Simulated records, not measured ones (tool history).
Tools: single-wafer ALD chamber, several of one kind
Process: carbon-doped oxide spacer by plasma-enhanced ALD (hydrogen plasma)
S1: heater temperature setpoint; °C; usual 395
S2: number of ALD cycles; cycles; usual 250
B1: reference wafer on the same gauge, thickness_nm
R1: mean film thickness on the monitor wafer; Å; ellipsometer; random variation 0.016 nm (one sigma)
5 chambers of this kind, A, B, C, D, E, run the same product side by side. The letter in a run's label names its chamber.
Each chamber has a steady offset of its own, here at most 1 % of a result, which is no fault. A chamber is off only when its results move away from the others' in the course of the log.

Run 1D, hour 7.6: usual settings; B1 10.997. Result: R1 124.74 Å.
At hour 12.7: chamber C: thermocouple changed; heater temperature recalibrated.
Run 2A, hour 17.4: usual settings; B1 11.004. Result: R1 125.92 Å.
Run 3C, hour 22.6: usual settings; B1 11.000. Result: R1 123.88 Å.
Run 4E, hour 27.9: usual settings; B1 11.003. Result: R1 125.38 Å.
Run 5B, hour 35.6: usual settings; B1 11.007. Result: R1 125.18 Å.
Run 6C, hour 45.4: usual settings; B1 11.007. Result: R1 123.94 Å.
Run 7E, hour 56.0: usual settings; B1 11.008. Result: R1 125.10 Å.
Run 8D, hour 61.9: usual settings; B1 11.009. Result: R1 125.06 Å.
Run 9A, hour 69.8: usual settings; B1 11.014. Result: R1 126.17 Å.
Run 10B, hour 74.7: usual settings; B1 11.012. Result: R1 125.33 Å.
Run 11D, hour 80.0: usual settings; B1 11.015. Result: R1 124.83 Å.
Run 12A, hour 88.2: usual settings; B1 11.016. Result: R1 125.98 Å.
Run 13C, hour 96.9: usual settings; B1 11.014. Result: R1 124.17 Å.
Run 14B, hour 107.0: usual settings; B1 11.018. Result: R1 125.19 Å.
Run 15E, hour 114.0: usual settings; B1 11.017. Result: R1 125.33 Å.
Run 16E, hour 124.2: usual settings; B1 11.022. Result: R1 125.30 Å.
Run 17B, hour 131.4: usual settings; B1 11.025. Result: R1 125.56 Å.
Run 18C, hour 142.0: usual settings but S1 388 °C, S2 296 cycles; B1 11.019. Result: R1 146.70 Å.
Run 19D, hour 149.6: usual settings but S1 388 °C, S2 296 cycles; B1 11.026. Result: R1 147.94 Å.
Run 20A, hour 158.7: usual settings but S1 388 °C, S2 296 cycles; B1 11.028. Result: R1 149.71 Å.
Run 21C, hour 168.0: usual settings but S1 388 °C, S2 296 cycles; B1 11.025. Result: R1 146.98 Å.
Run 22D, hour 173.7: usual settings but S1 388 °C, S2 296 cycles; B1 11.028. Result: R1 148.00 Å.
Run 23A, hour 182.7: usual settings; B1 11.029. Result: R1 125.96 Å.
Run 24E, hour 187.9: usual settings; B1 11.032. Result: R1 125.57 Å.
Run 25B, hour 194.2: usual settings; B1 11.032. Result: R1 125.18 Å.
Run 26C, hour 201.9: usual settings; B1 11.037. Result: R1 124.09 Å.
Run 27B, hour 213.0: usual settings; B1 11.035. Result: R1 125.25 Å.
Run 28A, hour 220.2: usual settings; B1 11.039. Result: R1 126.27 Å.
Run 29E, hour 230.6: usual settings; B1 11.040. Result: R1 125.57 Å.
Run 30D, hour 238.3: usual settings; B1 11.039. Result: R1 125.44 Å.
Run 31D, hour 247.4: usual settings; B1 11.042. Result: R1 125.50 Å.
Run 32B, hour 258.2: usual settings; B1 11.042. Result: R1 125.39 Å.
Run 33E, hour 265.3: usual settings; B1 11.044. Result: R1 125.71 Å.
Run 34C, hour 273.0: usual settings; B1 11.043. Result: R1 124.08 Å.
Run 35A, hour 281.9: usual settings; B1 11.047. Result: R1 126.47 Å.
Run 36D, hour 289.1: usual settings; B1 11.049. Result: R1 125.50 Å.
Run 37C, hour 294.7: usual settings; B1 11.051. Result: R1 124.29 Å.
Run 38A, hour 304.2: usual settings; B1 11.049. Result: R1 126.12 Å.
Run 39B, hour 314.3: usual settings but S1 406 °C, S2 276 cycles; B1 11.051. Result: R1 136.16 Å.
Run 40E, hour 325.3: usual settings but S1 406 °C, S2 276 cycles; B1 11.058. Result: R1 136.24 Å.
Run 41A, hour 335.3: usual settings but S1 406 °C, S2 276 cycles; B1 11.053. Result: R1 135.78 Å.
Run 42D, hour 345.9: usual settings but S1 406 °C, S2 276 cycles; B1 11.059. Result: R1 136.22 Å.

All 5 chambers run these settings next. Forecast each chamber's results:
Run 43A, hour 353.8: usual settings but S1 403 °C. Result: R1 ?.
Run 43B, hour 353.8: usual settings but S1 403 °C. Result: R1 ?.
Run 43C, hour 353.8: usual settings but S1 403 °C. Result: R1 ?.
Run 43D, hour 353.8: usual settings but S1 403 °C. Result: R1 ?.
Run 43E, hour 353.8: usual settings but S1 403 °C. Result: R1 ?.

run      R1
43A  123.86
43B  124.75
43C  121.80
43D  124.54
43E  124.47
